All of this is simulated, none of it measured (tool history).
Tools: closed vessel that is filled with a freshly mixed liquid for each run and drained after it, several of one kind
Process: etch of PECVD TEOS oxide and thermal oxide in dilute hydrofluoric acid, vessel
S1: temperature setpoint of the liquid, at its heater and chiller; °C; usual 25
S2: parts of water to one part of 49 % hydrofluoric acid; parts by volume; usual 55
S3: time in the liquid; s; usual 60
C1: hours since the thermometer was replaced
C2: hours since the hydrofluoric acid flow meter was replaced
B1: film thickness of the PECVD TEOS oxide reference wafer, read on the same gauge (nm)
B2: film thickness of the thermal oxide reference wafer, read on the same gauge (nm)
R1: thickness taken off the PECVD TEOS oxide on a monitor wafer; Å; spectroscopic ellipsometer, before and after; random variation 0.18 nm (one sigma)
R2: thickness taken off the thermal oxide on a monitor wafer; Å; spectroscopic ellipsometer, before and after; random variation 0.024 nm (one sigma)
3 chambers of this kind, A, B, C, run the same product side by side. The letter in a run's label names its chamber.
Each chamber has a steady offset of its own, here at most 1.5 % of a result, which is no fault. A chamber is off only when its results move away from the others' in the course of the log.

run 1C hour=9.6 | S1=25 S2=55 S3=60 | C1=871.6 C2=67.8 | B1=119.98 B2=89.989 | R1=220.74 R2=56.704
run 2B hour=14.5 | S1=25 S2=55 S3=60 | C1=297.6 C2=621.5 | B1=119.97 B2=90.027 | R1=215.83 R2=55.697
run 3A hour=22.9 | S1=25 S2=55 S3=60 | C1=2049.9 C2=743.8 | B1=120 B2=89.974 | R1=220.08 R2=56.03
run 4C hour=31.8 | S1=25 S2=55 S3=60 | C1=893.8 C2=90 | B1=119.99 B2=89.977 | R1=214.53 R2=56.727
run 5A hour=42.3 | S1=25 S2=55 S3=60 | C1=2069.3 C2=763.2 | B1=120 B2=89.989 | R1=217.92 R2=56.076
run 6B hour=48.1 | S1=25 S2=55 S3=60 | C1=331.2 C2=655.1 | B1=120.01 B2=90.008 | R1=224.61 R2=56.039
run 7A hour=58.4 | S1=25 S2=55 S3=60 | C1=2085.4 C2=779.3 | B1=120.01 B2=90.006 | R1=224.44 R2=56.129
run 8B hour=66.3 | S1=25 S2=55 S3=60 | C1=349.4 C2=673.3 | B1=119.99 B2=90.01 | R1=218.75 R2=55.845
run 9C hour=77 | S1=25 S2=55 S3=60 | C1=939 C2=135.2 | B1=119.96 B2=90.02 | R1=217.44 R2=56.568
run 10A hour=88.3 | S1=25 S2=55 S3=60 | C1=2115.3 C2=809.2 | B1=119.99 B2=89.967 | R1=221.56 R2=56.147
run 11B hour=95.5 | S1=25 S2=55 S3=60 | C1=378.6 C2=702.5 | B1=120.03 B2=89.972 | R1=217.88 R2=55.671
run 12C hour=102.5 | S1=29 S2=55 S3=60 | C1=964.5 C2=160.7 | B1=119.97 B2=90.013 | R1=251.38 R2=66.657
run 13B hour=112.3 | S1=29 S2=55 S3=60 | C1=395.4 C2=719.3 | B1=119.99 B2=90.005 | R1=254.55 R2=65.301
run 14C hour=123.5 | S1=29 S2=55 S3=60 | C1=985.5 C2=181.7 | B1=120.02 B2=90.009 | R1=253.24 R2=66.336
run 15A hour=133.9 | S1=25 S2=55 S3=35 | C1=2160.9 C2=854.8 | B1=119.98 B2=90.014 | R1=129.41 R2=32.454
run 16A hour=140.6 | S1=25 S2=55 S3=35 | C1=2167.6 C2=861.5 | B1=120 B2=90.011 | R1=129.07 R2=32.498
run 17C hour=148.2 | S1=25 S2=55 S3=35 | C1=1010.2 C2=206.4 | B1=119.99 B2=89.996 | R1=125.87 R2=32.858
run 18B hour=159.1 | S1=25 S2=55 S3=60 | C1=442.2 C2=766.1 | B1=120.03 B2=89.98 | R1=220.78 R2=55.429
run 19C hour=167.9 | S1=25 S2=55 S3=60 | C1=1029.9 C2=226.1 | B1=120.02 B2=90.011 | R1=216.41 R2=56.909
run 20B hour=178.5 | S1=25 S2=55 S3=60 | C1=461.6 C2=785.5 | B1=120 B2=89.99 | R1=218.3 R2=55.74
run 21A hour=187 | S1=25 S2=55 S3=60 | C1=2214 C2=907.9 | B1=120.01 B2=90.01 | R1=219.52 R2=55.784
run 22C hour=192.4 | S1=25 S2=55 S3=60 | C1=1054.4 C2=250.6 | B1=120.01 B2=90.007 | R1=214.45 R2=56.685
run 23B hour=201.4 | S1=25 S2=55 S3=60 | C1=484.5 C2=808.4 | B1=119.99 B2=89.995 | R1=220.37 R2=55.64
run 24A hour=208.5 | S1=25 S2=55 S3=60 | C1=2235.5 C2=929.4 | B1=119.99 B2=89.986 | R1=218.68 R2=56.336
run 25A hour=217.1 | S1=25 S2=55 S3=60 | C1=2244.1 C2=938 | B1=120 B2=90 | R1=219.91 R2=56.017
run 26C hour=223.9 | S1=23 S2=70 S3=60 | C1=1085.9 C2=282.1 | B1=119.96 B2=89.977 | R1=154.71 R2=40.428
run 27B hour=231.9 | S1=23 S2=70 S3=60 | C1=515 C2=838.9 | B1=120.01 B2=89.992 | R1=155.32 R2=39.659
run 28B hour=237.3 | S1=23 S2=70 S3=60 | C1=520.4 C2=844.3 | B1=119.99 B2=90 | R1=155.5 R2=39.542
run 29C hour=248.1 | S1=25 S2=55 S3=60 | C1=1110.1 C2=306.3 | B1=119.95 B2=90.009 | R1=216.55 R2=56.572
run 30A hour=254.3 | S1=25 S2=55 S3=60 | C1=2281.3 C2=975.2 | B1=120 B2=89.988 | R1=220.2 R2=55.769
run 31C hour=264.9 | S1=25 S2=55 S3=60 | C1=1126.9 C2=323.1 | B1=120.01 B2=90.005 | R1=219.23 R2=56.769
run 32B hour=270.8 | S1=25 S2=55 S3=60 | C1=553.9 C2=877.8 | B1=120.02 B2=90.026 | R1=218.12 R2=55.949
run 33A hour=277.7 | S1=25 S2=55 S3=60 | C1=2304.7 C2=998.6 | B1=119.96 B2=90.019 | R1=219.69 R2=56.587
run 34A hour=287 | S1=25 S2=55 S3=60 | C1=2314 C2=1007.9 | B1=120.01 B2=90.001 | R1=219.07 R2=55.934
-- hour=297.8 chamber B: thermometer replaced
run 35C hour=298 | S1=25 S2=55 S3=60 | C1=1160 C2=356.2 | B1=120 B2=89.984 | R1=217.18 R2=56.738
run 36B hour=305.5 | S1=25 S2=55 S3=60 | C1=7.7 C2=912.5 | B1=120.02 B2=89.996 | R1=219.61 R2=56.125

Next, every chamber runs the same settings. What will each give?
run 37A hour=313.5 | S1=25 S2=75 S3=60 | R1=? R2=?
run 37B hour=313.5 | S1=25 S2=75 S3=60 | R1=? R2=?
run 37C hour=313.5 | S1=25 S2=75 S3=60 | R1=? R2=?

run=37A R1=158.17 R2=40.343
run=37B R1=155.24 R2=40.224
run=37C R1=155.2 R2=40.468
